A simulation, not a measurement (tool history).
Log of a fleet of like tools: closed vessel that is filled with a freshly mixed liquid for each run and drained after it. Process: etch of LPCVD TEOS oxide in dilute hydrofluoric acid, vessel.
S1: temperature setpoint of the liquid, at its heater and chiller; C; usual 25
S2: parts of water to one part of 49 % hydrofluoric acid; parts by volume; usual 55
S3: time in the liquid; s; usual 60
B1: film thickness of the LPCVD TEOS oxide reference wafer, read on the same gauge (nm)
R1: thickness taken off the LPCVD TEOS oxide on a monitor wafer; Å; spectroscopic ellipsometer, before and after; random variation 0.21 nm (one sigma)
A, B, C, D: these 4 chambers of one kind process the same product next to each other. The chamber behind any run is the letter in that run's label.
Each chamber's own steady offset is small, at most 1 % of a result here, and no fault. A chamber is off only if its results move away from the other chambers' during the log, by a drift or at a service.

run,hour,S1,S2,S3,B1,R1
1D,2.8,25,55,60,90.024,223.08
2A,5.3,25,55,60,89.968,225.02
3C,8.9,25,55,60,90.013,223.23
4B,12.1,25,55,60,90.009,220.64
5C,17.8,25,55,60,89.985,226.66
6B,22.4,25,55,60,89.99,225.39
7A,27.9,25,55,60,90.021,224.45
8D,32.9,25,55,60,89.97,224.4
9D,37,25,55,60,89.995,221.69
10B,41.4,25,55,60,90.003,222.07
11C,44.1,25,55,60,89.967,224.57
12A,47.8,25,55,60,90.031,226.49
13A,51.8,25,55,60,90.021,226.01
# hour 52.2: chamber C: thermometer replaced
14C,55.9,25,55,60,89.978,229.83
15D,58.9,25,55,60,90.028,225.77
16B,62.7,25,55,60,89.984,224.18
17D,67.2,25,55,60,89.939,220.05
18A,71.8,25,55,60,89.983,219.27
19C,75.5,25,55,60,90.038,228.95
20B,79.6,25,55,60,90.027,224.82
21B,82.2,25,55,60,90.022,220.19
22D,87.3,25,55,60,89.996,220.49
23C,90.4,25,55,60,89.974,225.31
24A,94.4,25,55,60,89.988,223.13
25C,99,25,55,60,90.038,225.76
26A,103.2,25,55,60,89.996,223.64
27D,107.2,25,55,60,89.989,223.75
28B,111.1,25,55,60,89.975,225.78
29B,114.8,25,55,60,89.986,221.71
30C,118.8,25,55,60,90.003,223.8
31A,123.8,25,55,60,89.983,226.27
32D,127.5,25,55,60,90.023,223.81
33D,129.9,25,55,35,89.989,129.49
34B,133,25,55,35,89.993,129.78
35A,135.9,25,55,35,90.057,130.97
36C,139,25,55,35,89.972,131.41
37B,144.2,21,70,60,89.99,148.6
38D,147.3,21,70,60,89.995,148.45
39A,149.9,21,70,60,89.988,147.7
40C,153.4,21,70,60,90.057,147.93

Predict what each chamber gives when all 4 of them run the settings below next.
41A,157.4,25,65,60,,?
41B,157.4,25,65,60,,?
41C,157.4,25,65,60,,?
41D,157.4,25,65,60,,?

run,R1
41A,187.74
41B,185.52
41C,194.41
41D,185.9
